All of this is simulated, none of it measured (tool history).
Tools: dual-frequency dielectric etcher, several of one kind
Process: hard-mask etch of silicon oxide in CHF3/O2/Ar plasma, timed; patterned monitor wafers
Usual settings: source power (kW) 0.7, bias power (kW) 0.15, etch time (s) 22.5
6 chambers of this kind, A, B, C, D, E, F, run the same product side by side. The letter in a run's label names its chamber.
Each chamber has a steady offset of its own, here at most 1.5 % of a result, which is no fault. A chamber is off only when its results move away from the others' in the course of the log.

run   hour  source power (kW)  bias power (kW)  etch time (s)  read-back reference wafer on the same gauge, depth_nm  mean etch depth across the wafer (angstrom)
 1C    8.4                0.7             0.15           22.5                                                 46.121                                       442.84
 2E   17.2                0.7             0.15           22.5                                                 46.132                                       446.69
 3D   26.5                0.7             0.15           22.5                                                 46.117                                       452.98
 4B   36.6                0.7             0.15           22.5                                                 46.094                                       445.98
 5A   46.7                0.7             0.15           22.5                                                 46.128                                       443.38
 6F   57.2                0.7             0.15           22.5                                                 46.094                                       449.49
 7E   66.2                0.7             0.15           22.5                                                  46.13                                       448.67
 8D   71.6               0.55            0.179           22.5                                                 46.144                                        438.9
 9C   79.5               0.55            0.179           22.5                                                 46.087                                       429.19
10F   89.9               0.55            0.179           22.5                                                 46.088                                       434.31
11B   99.7               0.55            0.179           22.5                                                 46.074                                       428.03
12A  106.3               0.55            0.179           22.5                                                 46.129                                       427.87
13B  113.4               0.55            0.179           22.5                                                 46.112                                       427.98
     118.6  -- chamber C: wet clean of the chamber
14A  123.6               0.56             0.15             26                                                 46.068                                       470.29
15E  129.6               0.56             0.15             26                                                 46.102                                        473.9
16D  134.7               0.56             0.15             26                                                 46.072                                       477.63
17F  141.8               0.56             0.15             26                                                 46.059                                       476.69
     144.5  -- chamber E: source power generator calibrated
18C    149               0.56             0.15             26                                                 46.104                                       460.06
19D  154.4               0.56             0.15             26                                                 46.109                                       479.75
20C  160.8                0.7             0.15           22.5                                                 46.167                                       432.64
21F    170                0.7             0.15           22.5                                                 46.124                                       450.52
22B    177                0.7             0.15           22.5                                                  46.13                                       444.76
23E  187.4                0.7             0.15           22.5                                                 46.111                                       446.62
24A  193.1               0.53            0.118           22.5                                                 46.129                                       370.64
25D  198.1               0.53            0.118           22.5                                                 46.112                                       374.19
     200.7  -- chamber A: wet clean of the chamber
26C  208.8               0.53            0.118           22.5                                                  46.08                                       362.14
27E  216.1               0.53            0.118           22.5                                                  46.12                                       369.39
28F  224.1               0.53            0.118           22.5                                                 46.065                                       373.81
     224.9  -- chamber D: bias power generator calibrated
29A  232.5               0.53            0.118           22.5                                                 46.079                                       370.45
30B  243.3                0.7             0.15           22.5                                                 46.091                                       445.58
31E  251.8                0.7            0.122           22.5                                                 46.173                                        419.6
32F  262.8                0.7            0.122           22.5                                                 46.095                                        419.7
33B  267.7                0.7            0.122           22.5                                                  46.08                                       415.02
34A  275.8                0.7            0.122           22.5                                                 46.091                                       415.36
35C  284.2                0.7            0.122           22.5                                                 46.045                                       405.39
36D  291.3                0.7            0.122           22.5                                                 46.091                                       421.03
37C  302.3                0.7             0.15           22.5                                                 46.077                                       430.04

What goes on in this fleet: one chamber off, a drifting gauge, or nothing beyond the chambers' own small offsets? Name the chamber and the cause, if any.

A service left chamber C off against the others.
Cause: etch rate under this chamber's usual, % = 2.65.

Here are 4 candidates for chamber C's next run, each the usual settings with a change, their results left as question marks. Which one brings its results back in line with what the others give on the usual settings?
In line means no further than this from the other chambers' mean on the usual settings: mean etch depth across the wafer (angstrom) 5.6
38C-1  310.2               0.71            0.152           23.5                                                                                                   ?
38C-2  310.2               0.74            0.156           22.5                                                                                                   ?
38C-3  310.2               0.64            0.139           22.5                                                                                                   ?
38C-4  310.2               0.69            0.149             22                                                                                                   ?

The other chambers' mean on the usual settings: mean etch depth across the wafer (angstrom) 446.37
  run  mean etch depth across the wafer (angstrom)
38C-1                                       455.09
38C-2                                       446.34
38C-3                                       407.16
38C-4                                       418.77
38C-2 brings the chamber back in line.
